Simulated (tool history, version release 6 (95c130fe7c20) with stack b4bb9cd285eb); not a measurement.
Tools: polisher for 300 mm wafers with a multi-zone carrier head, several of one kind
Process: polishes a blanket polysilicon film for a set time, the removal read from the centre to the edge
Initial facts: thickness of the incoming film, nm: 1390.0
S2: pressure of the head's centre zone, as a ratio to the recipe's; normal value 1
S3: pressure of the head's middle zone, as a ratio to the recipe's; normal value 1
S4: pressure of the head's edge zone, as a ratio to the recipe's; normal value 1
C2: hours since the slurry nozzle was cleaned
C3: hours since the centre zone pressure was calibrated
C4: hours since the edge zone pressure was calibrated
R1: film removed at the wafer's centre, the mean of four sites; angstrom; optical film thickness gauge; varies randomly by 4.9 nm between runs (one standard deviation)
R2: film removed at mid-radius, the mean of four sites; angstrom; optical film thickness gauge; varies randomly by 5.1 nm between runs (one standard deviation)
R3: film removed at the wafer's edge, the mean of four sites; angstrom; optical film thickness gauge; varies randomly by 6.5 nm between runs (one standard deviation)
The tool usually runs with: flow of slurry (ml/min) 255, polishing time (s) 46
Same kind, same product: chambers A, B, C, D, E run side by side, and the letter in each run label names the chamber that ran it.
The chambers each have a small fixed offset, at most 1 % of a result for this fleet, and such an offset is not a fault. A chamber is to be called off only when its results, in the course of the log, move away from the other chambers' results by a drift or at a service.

run 1C day=0.129 | flow_of_slurry_(ml/min)=255 S2=1 S3=1 S4=1 polishing_time_(s)=46 | wafers_polished_on_this_pad=169 C2=250.3 C3=643.6 C4=401.1 | R1=4666 R2=4507.4 R3=4656.9
run 2D day=0.25 | flow_of_slurry_(ml/min)=255 S2=1 S3=1 S4=1 polishing_time_(s)=46 | wafers_polished_on_this_pad=218 C2=159.5 C3=159.3 C4=348.3 | R1=4643 R2=4556.1 R3=4510.5
run 3E day=0.367 | flow_of_slurry_(ml/min)=255 S2=1 S3=1 S4=1 polishing_time_(s)=46 | wafers_polished_on_this_pad=1126 C2=230.4 C3=1042.6 C4=437 | R1=4687.1 R2=4502.3 R3=4459.8
run 4B day=0.504 | flow_of_slurry_(ml/min)=255 S2=1 S3=1 S4=1 polishing_time_(s)=46 | wafers_polished_on_this_pad=358 C2=682.3 C3=129.9 C4=756.1 | R1=4531.1 R2=4645.1 R3=4587.2
-- day=0.567 chamber E: worn pad replaced by a new one
run 5A day=0.617 | flow_of_slurry_(ml/min)=255 S2=0.91 S3=1 S4=1 polishing_time_(s)=37 | wafers_polished_on_this_pad=535 C2=56.5 C3=632.9 C4=445.4 | R1=3399.9 R2=3807.7 R3=3641.3
-- day=0.717 chamber A: worn pad replaced by a new one
run 6D day=0.733 | flow_of_slurry_(ml/min)=255 S2=0.91 S3=1 S4=1 polishing_time_(s)=37 | wafers_polished_on_this_pad=408 C2=171.1 C3=170.9 C4=359.9 | R1=3338.3 R2=3638.8 R3=3645.1
run 7A day=0.871 | flow_of_slurry_(ml/min)=255 S2=0.91 S3=1 S4=1 polishing_time_(s)=37 | wafers_polished_on_this_pad=60 C2=62.6 C3=639 C4=451.5 | R1=3329.6 R2=3741.8 R3=3632.2
run 8E day=0.962 | flow_of_slurry_(ml/min)=255 S2=0.91 S3=1 S4=1 polishing_time_(s)=37 | wafers_polished_on_this_pad=155 C2=244.7 C3=1056.9 C4=451.3 | R1=3379.6 R2=3714.1 R3=3645.1
-- day=1.012 chamber E: edge zone pressure recalibrated
run 9C day=1.1 | flow_of_slurry_(ml/min)=255 S2=0.91 S3=1 S4=1 polishing_time_(s)=37 | wafers_polished_on_this_pad=550 C2=273.6 C3=666.9 C4=424.4 | R1=3299 R2=3663 R3=3701.7
-- day=1.162 chamber B: worn pad replaced by a new one
-- day=1.183 chamber D: worn pad replaced by a new one
run 10B day=1.183 | flow_of_slurry_(ml/min)=255 S2=1 S3=1 S4=1 polishing_time_(s)=46 | wafers_polished_on_this_pad=9 C2=698.6 C3=146.2 C4=772.4 | R1=4572.8 R2=4674.6 R3=4538.2
run 11C day=1.3 | flow_of_slurry_(ml/min)=255 S2=1 S3=1 S4=1 polishing_time_(s)=46 | wafers_polished_on_this_pad=628 C2=278.4 C3=671.7 C4=429.2 | R1=4612.9 R2=4479.7 R3=4662.9
-- day=1.375 chamber B: slurry nozzle cleaned
run 12E day=1.396 | flow_of_slurry_(ml/min)=255 S2=1 S3=1 S4=1 polishing_time_(s)=46 | wafers_polished_on_this_pad=325 C2=255.1 C3=1067.3 C4=9.3 | R1=4584.3 R2=4600 R3=4596.9
run 13A day=1.529 | flow_of_slurry_(ml/min)=255 S2=1 S3=1 S4=1 polishing_time_(s)=46 | wafers_polished_on_this_pad=318 C2=78.4 C3=654.8 C4=467.3 | R1=4635.7 R2=4583 R3=4517.5
run 14B day=1.683 | flow_of_slurry_(ml/min)=255 S2=1 S3=0.96 S4=1 polishing_time_(s)=33 | wafers_polished_on_this_pad=205 C2=7.5 C3=158.2 C4=784.4 | R1=3305 R2=3193.6 R3=3270.7
run 15D day=1.767 | flow_of_slurry_(ml/min)=255 S2=1 S3=0.96 S4=1 polishing_time_(s)=33 | wafers_polished_on_this_pad=229 C2=195.9 C3=195.7 C4=384.7 | R1=3264.5 R2=3112.4 R3=3368.7
run 16C day=1.908 | flow_of_slurry_(ml/min)=255 S2=1 S3=0.96 S4=1 polishing_time_(s)=33 | wafers_polished_on_this_pad=867 C2=293 C3=686.3 C4=443.8 | R1=3218.9 R2=3105.5 R3=3400.4
run 17B day=2.038 | flow_of_slurry_(ml/min)=255 S2=1 S3=0.96 S4=1 polishing_time_(s)=33 | wafers_polished_on_this_pad=344 C2=16 C3=166.7 C4=792.9 | R1=3281.1 R2=3183.3 R3=3302.6
-- day=2.067 chamber A: worn pad replaced by a new one
run 18A day=2.196 | flow_of_slurry_(ml/min)=255 S2=1 S3=0.96 S4=1 polishing_time_(s)=33 | wafers_polished_on_this_pad=51 C2=94.4 C3=670.8 C4=483.3 | R1=3281.8 R2=3100.9 R3=3327.7
run 19E day=2.312 | flow_of_slurry_(ml/min)=255 S2=1 S3=1 S4=1.06 polishing_time_(s)=46 | wafers_polished_on_this_pad=684 C2=277.1 C3=1089.3 C4=31.3 | R1=4606.8 R2=4520.7 R3=4567.1
run 20D day=2.425 | flow_of_slurry_(ml/min)=255 S2=1 S3=1 S4=1.06 polishing_time_(s)=46 | wafers_polished_on_this_pad=487 C2=211.7 C3=211.5 C4=400.5 | R1=4674.5 R2=4511.9 R3=4699.5
-- day=2.479 chamber C: worn pad replaced by a new one
-- day=2.546 chamber B: worn pad replaced by a new one
run 21A day=2.608 | flow_of_slurry_(ml/min)=255 S2=1 S3=1 S4=1.06 polishing_time_(s)=46 | wafers_polished_on_this_pad=213 C2=104.3 C3=680.7 C4=493.2 | R1=4620.1 R2=4589.2 R3=4722
-- day=2.712 chamber D: worn pad replaced by a new one
run 22D day=2.754 | flow_of_slurry_(ml/min)=255 S2=1 S3=1 S4=1.06 polishing_time_(s)=46 | wafers_polished_on_this_pad=17 C2=219.6 C3=219.4 C4=408.4 | R1=4548.9 R2=4609.8 R3=4650.2
run 23C day=2.908 | flow_of_slurry_(ml/min)=255 S2=1 S3=1 S4=1.06 polishing_time_(s)=46 | wafers_polished_on_this_pad=168 C2=317 C3=710.3 C4=467.8 | R1=4638 R2=4527.8 R3=4819.1
run 24B day=3.083 | flow_of_slurry_(ml/min)=340 S2=1 S3=1 S4=1 polishing_time_(s)=59 | wafers_polished_on_this_pad=212 C2=41.1 C3=191.8 C4=818 | R1=6038.7 R2=6106.1 R3=6046
run 25E day=3.258 | flow_of_slurry_(ml/min)=340 S2=1 S3=1 S4=1 polishing_time_(s)=59 | wafers_polished_on_this_pad=1056 C2=299.8 C3=1112 C4=54 | R1=6294.6 R2=6014.6 R3=5959.9
run 26D day=3.417 | flow_of_slurry_(ml/min)=340 S2=1 S3=1 S4=1 polishing_time_(s)=59 | wafers_polished_on_this_pad=277 C2=235.5 C3=235.3 C4=424.3 | R1=6139.5 R2=6026.2 R3=6052.4
-- day=3.442 chamber E: worn pad replaced by a new one
run 27C day=3.512 | flow_of_slurry_(ml/min)=340 S2=1 S3=1 S4=1 polishing_time_(s)=59 | wafers_polished_on_this_pad=405 C2=331.5 C3=724.8 C4=482.3 | R1=6111.9 R2=5969.8 R3=5884.2
-- day=3.575 chamber A: worn pad replaced by a new one
-- day=3.625 chamber E: centre zone pressure recalibrated
run 28B day=3.675 | flow_of_slurry_(ml/min)=340 S2=1 S3=1 S4=1 polishing_time_(s)=59 | wafers_polished_on_this_pad=444 C2=55.3 C3=206 C4=832.2 | R1=6099.8 R2=6027.4 R3=6024.4
run 29E day=3.767 | flow_of_slurry_(ml/min)=255 S2=1 S3=1 S4=1 polishing_time_(s)=46 | wafers_polished_on_this_pad=129 C2=312 C3=3.4 C4=66.2 | R1=4625.1 R2=4624.1 R3=4685.5
-- day=3.842 chamber B: edge zone pressure recalibrated
run 30A day=3.908 | flow_of_slurry_(ml/min)=255 S2=1 S3=0.9 S4=1 polishing_time_(s)=39 | wafers_polished_on_this_pad=131 C2=135.5 C3=711.9 C4=524.4 | R1=3834.9 R2=3517.1 R3=3791.1
run 31C day=4.067 | flow_of_slurry_(ml/min)=255 S2=1 S3=0.9 S4=1 polishing_time_(s)=39 | wafers_polished_on_this_pad=623 C2=344.8 C3=738.1 C4=495.6 | R1=3850.3 R2=3548.4 R3=3890.9
-- day=4.146 chamber B: worn pad replaced by a new one
run 32B day=4.192 | flow_of_slurry_(ml/min)=255 S2=1 S3=0.9 S4=1 polishing_time_(s)=39 | wafers_polished_on_this_pad=19 C2=67.7 C3=218.4 C4=8.5 | R1=3929.4 R2=3553.5 R3=3861.6

What goes on in this fleet: one chamber off, a drifting gauge, or nothing beyond the chambers' own small offsets? Name the chamber and the cause, if any.

Beyond each chamber's small constant offset nothing stands out, and the gauge stays steady.

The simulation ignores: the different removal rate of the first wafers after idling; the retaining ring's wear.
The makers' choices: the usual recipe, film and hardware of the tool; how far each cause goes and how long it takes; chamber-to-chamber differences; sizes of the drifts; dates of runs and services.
